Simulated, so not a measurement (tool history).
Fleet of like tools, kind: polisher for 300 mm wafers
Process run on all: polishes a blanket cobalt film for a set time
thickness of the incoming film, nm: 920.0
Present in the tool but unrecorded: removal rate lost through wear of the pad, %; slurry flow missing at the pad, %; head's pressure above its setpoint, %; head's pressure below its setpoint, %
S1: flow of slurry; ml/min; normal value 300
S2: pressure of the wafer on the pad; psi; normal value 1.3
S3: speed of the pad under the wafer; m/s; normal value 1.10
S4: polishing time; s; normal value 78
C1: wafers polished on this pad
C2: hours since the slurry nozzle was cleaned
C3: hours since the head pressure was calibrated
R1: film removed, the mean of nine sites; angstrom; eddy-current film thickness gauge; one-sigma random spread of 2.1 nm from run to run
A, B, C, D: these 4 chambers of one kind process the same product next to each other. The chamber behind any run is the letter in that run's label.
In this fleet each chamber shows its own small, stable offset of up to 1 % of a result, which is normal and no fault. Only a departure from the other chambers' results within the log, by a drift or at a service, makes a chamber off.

| run | hour | S1 | S2 | S3 | S4 | C1 | C2 | C3 | R1 |
|---|---|---|---|---|---|---|---|---|---|
|  | 1.7 | chamber A: worn pad replaced by a new one |
|  | 4.5 | chamber D: worn pad replaced by a new one |
|  | 5.4 | chamber B: worn pad replaced by a new one |
|  | 9.6 | chamber C: worn pad replaced by a new one |
| 1A | 10.0 | 300 | 1.3 | 1.10 | 78 | 75 | 182.2 | 150.6 | 2321.6 |
| 2D | 18.4 | 300 | 1.3 | 1.10 | 78 | 126 | 88.0 | 354.0 | 2327.1 |
| 3C | 27.6 | 300 | 1.3 | 1.10 | 78 | 164 | 458.0 | 126.0 | 2390.9 |
|  | 29.4 | chamber A: slurry nozzle cleaned |
| 4B | 37.0 | 300 | 1.3 | 1.10 | 78 | 287 | 250.7 | 732.4 | 2360.0 |
| 5A | 48.3 | 300 | 1.3 | 1.10 | 78 | 423 | 18.9 | 188.9 | 2277.4 |
| 6B | 59.3 | 300 | 1.3 | 1.10 | 78 | 489 | 273.0 | 754.7 | 2359.2 |
| 7C | 65.1 | 300 | 1.3 | 1.10 | 78 | 504 | 495.5 | 163.5 | 2350.4 |
| 8D | 73.0 | 300 | 1.3 | 1.10 | 78 | 621 | 142.6 | 408.6 | 2340.9 |
|  | 76.3 | chamber B: worn pad replaced by a new one |
| 9A | 82.9 | 300 | 1.3 | 1.10 | 78 | 737 | 53.5 | 223.5 | 2363.6 |
|  | 84.2 | chamber B: slurry nozzle cleaned |
| 10B | 93.9 | 300 | 1.3 | 1.10 | 88 | 160 | 9.7 | 789.3 | 2642.5 |
|  | 97.2 | chamber A: worn pad replaced by a new one |
| 11D | 100.2 | 300 | 1.3 | 1.10 | 88 | 868 | 169.8 | 435.8 | 2613.8 |
|  | 104.5 | chamber C: worn pad replaced by a new one |
| 12C | 109.4 | 300 | 1.3 | 1.10 | 88 | 45 | 539.8 | 207.8 | 2697.6 |
| 13B | 117.1 | 300 | 1.3 | 1.10 | 88 | 370 | 32.9 | 812.5 | 2679.7 |
| 14C | 124.9 | 300 | 1.3 | 1.10 | 78 | 185 | 555.3 | 223.3 | 2366.4 |
| 15A | 134.0 | 300 | 1.3 | 1.10 | 78 | 334 | 104.6 | 274.6 | 2350.9 |
|  | 137.5 | chamber B: worn pad replaced by a new one |
|  | 137.6 | chamber D: worn pad replaced by a new one |
| 16D | 145.3 | 300 | 1.3 | 1.10 | 78 | 70 | 214.9 | 480.9 | 2287.9 |
| 17A | 151.9 | 300 | 1.3 | 1.10 | 78 | 496 | 122.5 | 292.5 | 2352.9 |
| 18D | 159.4 | 300 | 1.3 | 1.10 | 78 | 198 | 229.0 | 495.0 | 2287.6 |
| 19C | 165.9 | 300 | 1.3 | 1.10 | 78 | 557 | 596.3 | 264.3 | 2343.9 |
| 20B | 171.2 | 300 | 1.3 | 1.38 | 58 | 306 | 87.0 | 866.6 | 2190.7 |
|  | 176.6 | chamber A: worn pad replaced by a new one |
| 21D | 181.5 | 300 | 1.3 | 1.38 | 58 | 398 | 251.1 | 517.1 | 2139.5 |
| 22B | 188.3 | 300 | 1.3 | 1.38 | 58 | 461 | 104.1 | 883.7 | 2200.3 |
| 23C | 194.1 | 300 | 1.3 | 1.38 | 58 | 813 | 624.5 | 292.5 | 2220.4 |
|  | 198.9 | chamber B: worn pad replaced by a new one |
| 24A | 205.8 | 300 | 1.3 | 1.10 | 78 | 265 | 176.4 | 346.4 | 2364.7 |
| 25A | 216.1 | 365 | 1.3 | 1.10 | 60 | 358 | 186.7 | 356.7 | 1835.1 |
|  | 218.6 | chamber C: worn pad replaced by a new one |
| 26B | 224.3 | 365 | 1.3 | 1.10 | 60 | 230 | 140.1 | 919.7 | 1834.8 |
| 27D | 231.4 | 365 | 1.3 | 1.10 | 60 | 851 | 301.0 | 567.0 | 1689.2 |
| 28C | 238.7 | 365 | 1.3 | 1.10 | 60 | 182 | 669.1 | 337.1 | 1842.0 |
|  | 238.8 | chamber C: slurry nozzle cleaned |
| 29D | 246.5 | 300 | 1.3 | 1.10 | 78 | 987 | 316.1 | 582.1 | 2151.0 |
|  | 249.0 | chamber A: slurry nozzle cleaned |
|  | 251.7 | chamber A: worn pad replaced by a new one |
|  | 254.1 | chamber B: worn pad replaced by a new one |
| 30A | 254.6 | 300 | 1.3 | 1.10 | 78 | 27 | 5.7 | 395.2 | 2322.2 |
| 31B | 262.5 | 300 | 1.3 | 1.10 | 78 | 76 | 178.3 | 957.9 | 2340.9 |
|  | 262.8 | chamber D: worn pad replaced by a new one |
| 32C | 268.6 | 300 | 1.3 | 1.10 | 78 | 453 | 29.8 | 367.0 | 2410.4 |
| 33A | 276.5 | 300 | 1.3 | 1.10 | 78 | 225 | 27.6 | 417.1 | 2324.7 |
| 34D | 286.1 | 300 | 1.3 | 1.10 | 78 | 212 | 355.7 | 621.7 | 2149.0 |
| 35B | 296.8 | 300 | 1.3 | 1.10 | 78 | 387 | 212.6 | 992.2 | 2351.5 |

What goes on in this fleet: one chamber off, a drifting gauge, or nothing beyond the chambers' own small offsets? Name the chamber and the cause, if any.

Chamber D drifts away from the others.
What lies behind it: head's pressure below its setpoint, % = 10.2.

Which of the 4 candidates below, each the usual settings with something changed and its results left as question marks, puts chamber D back in line with what the other chambers give on the usual settings?
In line here means within this much of the mean the other chambers give on the usual settings: R1 73.0 angstrom
| 36D-1 | 305.3 | 300 | 1.3 | 0.98 | 78 |  |  |  | ? |
| 36D-2 | 305.3 | 300 | 1.3 | 1.12 | 80 |  |  |  | ? |
| 36D-3 | 305.3 | 300 | 1.3 | 1.08 | 76 |  |  |  | ? |
| 36D-4 | 305.3 | 300 | 1.3 | 1.22 | 78 |  |  |  | ? |

The other chambers' mean on the usual settings: R1 2346.1 angstrom
| run | R1 |
|---|---|
| 36D-1 | 1881.4 |
| 36D-2 | 2209.4 |
| 36D-3 | 2023.0 |
| 36D-4 | 2348.9 |
Change 36D-4 lands the chamber within the allowed miss of the other chambers.
